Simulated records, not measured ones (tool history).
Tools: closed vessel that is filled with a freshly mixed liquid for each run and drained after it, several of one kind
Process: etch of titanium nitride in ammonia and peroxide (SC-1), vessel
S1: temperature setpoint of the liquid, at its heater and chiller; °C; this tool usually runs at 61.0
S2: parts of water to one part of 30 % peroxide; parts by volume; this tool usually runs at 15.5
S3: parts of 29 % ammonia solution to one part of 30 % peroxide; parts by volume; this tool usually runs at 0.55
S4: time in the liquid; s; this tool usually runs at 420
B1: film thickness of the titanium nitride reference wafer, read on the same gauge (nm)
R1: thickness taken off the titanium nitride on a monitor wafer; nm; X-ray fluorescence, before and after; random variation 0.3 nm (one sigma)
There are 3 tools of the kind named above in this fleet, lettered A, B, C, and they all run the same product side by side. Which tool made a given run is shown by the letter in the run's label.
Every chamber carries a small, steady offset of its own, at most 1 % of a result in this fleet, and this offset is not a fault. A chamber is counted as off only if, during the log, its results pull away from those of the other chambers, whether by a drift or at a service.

run 1A day=0.142 | S1=61.0 S2=15.5 S3=0.55 S4=420 | B1=49.993 | R1=37.488
run 2C day=0.312 | S1=61.0 S2=15.5 S3=0.55 S4=420 | B1=50.022 | R1=37.465
run 3B day=0.458 | S1=61.0 S2=15.5 S3=0.55 S4=420 | B1=50.013 | R1=38.227
run 4C day=0.667 | S1=61.0 S2=15.5 S3=0.55 S4=420 | B1=50.000 | R1=37.374
run 5B day=0.933 | S1=61.0 S2=15.5 S3=0.55 S4=420 | B1=49.977 | R1=37.455
run 6A day=1.129 | S1=61.0 S2=15.5 S3=0.55 S4=420 | B1=49.983 | R1=36.800
run 7B day=1.350 | S1=61.0 S2=15.5 S3=0.55 S4=420 | B1=50.003 | R1=37.725
run 8A day=1.579 | S1=61.0 S2=15.5 S3=0.55 S4=420 | B1=50.004 | R1=36.762
run 9C day=1.850 | S1=61.0 S2=15.5 S3=0.55 S4=420 | B1=50.070 | R1=36.534
run 10B day=2.138 | S1=61.0 S2=15.5 S3=0.55 S4=420 | B1=49.983 | R1=37.802
run 11C day=2.421 | S1=61.0 S2=15.5 S3=0.55 S4=420 | B1=50.004 | R1=37.115
run 12A day=2.617 | S1=61.0 S2=15.5 S3=0.40 S4=420 | B1=50.008 | R1=34.436
run 13B day=2.775 | S1=61.0 S2=15.5 S3=0.40 S4=420 | B1=49.976 | R1=35.980
run 14C day=3.050 | S1=61.0 S2=15.5 S3=0.40 S4=420 | B1=50.020 | R1=34.667
run 15A day=3.275 | S1=61.0 S2=15.5 S3=0.55 S4=420 | B1=49.990 | R1=36.285
-- day=3.483 chamber A: ammonia flow meter replaced
run 16C day=3.529 | S1=61.0 S2=15.5 S3=0.55 S4=420 | B1=49.969 | R1=37.380
run 17B day=3.796 | S1=61.0 S2=15.5 S3=0.55 S4=420 | B1=49.975 | R1=37.497
run 18A day=3.988 | S1=61.0 S2=15.5 S3=0.55 S4=420 | B1=49.990 | R1=35.442
run 19A day=4.246 | S1=61.0 S2=15.5 S3=0.55 S4=420 | B1=49.980 | R1=36.056
run 20C day=4.450 | S1=61.0 S2=15.5 S3=0.55 S4=420 | B1=50.004 | R1=37.024
run 21B day=4.625 | S1=61.0 S2=15.5 S3=0.55 S4=420 | B1=49.957 | R1=38.168
run 22C day=4.900 | S1=61.0 S2=15.5 S3=0.55 S4=420 | B1=49.978 | R1=37.362
run 23B day=5.192 | S1=61.0 S2=15.5 S3=0.55 S4=420 | B1=50.024 | R1=37.691
run 24A day=5.325 | S1=61.0 S2=15.5 S3=0.55 S4=420 | B1=49.947 | R1=35.044
run 25A day=5.471 | S1=56.5 S2=15.5 S3=0.55 S4=560 | B1=49.999 | R1=35.079
run 26C day=5.671 | S1=56.5 S2=15.5 S3=0.55 S4=560 | B1=50.048 | R1=37.199
run 27B day=5.812 | S1=56.5 S2=15.5 S3=0.55 S4=560 | B1=49.998 | R1=37.099
run 28A day=6.004 | S1=61.0 S2=15.5 S3=0.55 S4=420 | B1=50.018 | R1=35.336
run 29C day=6.238 | S1=61.0 S2=15.5 S3=0.55 S4=420 | B1=50.001 | R1=37.434
run 30B day=6.512 | S1=61.0 S2=15.5 S3=0.55 S4=420 | B1=50.013 | R1=37.715
run 31B day=6.658 | S1=61.0 S2=15.5 S3=0.55 S4=420 | B1=50.002 | R1=37.726
run 32C day=6.888 | S1=61.0 S2=15.5 S3=0.55 S4=420 | B1=50.008 | R1=36.858
run 33A day=7.042 | S1=61.0 S2=15.5 S3=0.55 S4=420 | B1=50.007 | R1=34.604
run 34C day=7.175 | S1=61.0 S2=15.5 S3=0.55 S4=420 | B1=49.996 | R1=37.590
-- day=7.296 chamber A: new drum of ammonia solution connected
run 35A day=7.408 | S1=61.0 S2=15.5 S3=0.55 S4=420 | B1=49.991 | R1=34.515
run 36B day=7.579 | S1=61.0 S2=15.5 S3=0.55 S4=420 | B1=49.991 | R1=38.375
run 37B day=7.750 | S1=61.0 S2=15.5 S3=0.55 S4=420 | B1=50.029 | R1=37.875
run 38C day=8.042 | S1=61.0 S2=15.5 S3=0.55 S4=420 | B1=49.971 | R1=36.464
run 39A day=8.275 | S1=61.0 S2=15.5 S3=0.55 S4=420 | B1=49.994 | R1=34.608
run 40C day=8.425 | S1=64.0 S2=15.5 S3=0.55 S4=420 | B1=49.997 | R1=45.614
run 41A day=8.708 | S1=64.0 S2=15.5 S3=0.55 S4=420 | B1=50.020 | R1=41.464
run 42B day=8.879 | S1=64.0 S2=15.5 S3=0.55 S4=420 | B1=49.985 | R1=45.629
run 43B day=9.075 | S1=61.0 S2=15.5 S3=0.55 S4=420 | B1=50.020 | R1=37.757
run 44A day=9.204 | S1=61.0 S2=15.5 S3=0.55 S4=420 | B1=49.994 | R1=33.847

All 3 chambers run these settings next. Forecast each chamber's results:
run 45A day=9.412 | S1=61.0 S2=15.5 S3=0.55 S4=420 | R1=?
run 45B day=9.412 | S1=61.0 S2=15.5 S3=0.55 S4=420 | R1=?
run 45C day=9.412 | S1=61.0 S2=15.5 S3=0.55 S4=420 | R1=?

run=45A R1=33.971
run=45B R1=37.858
run=45C R1=37.705
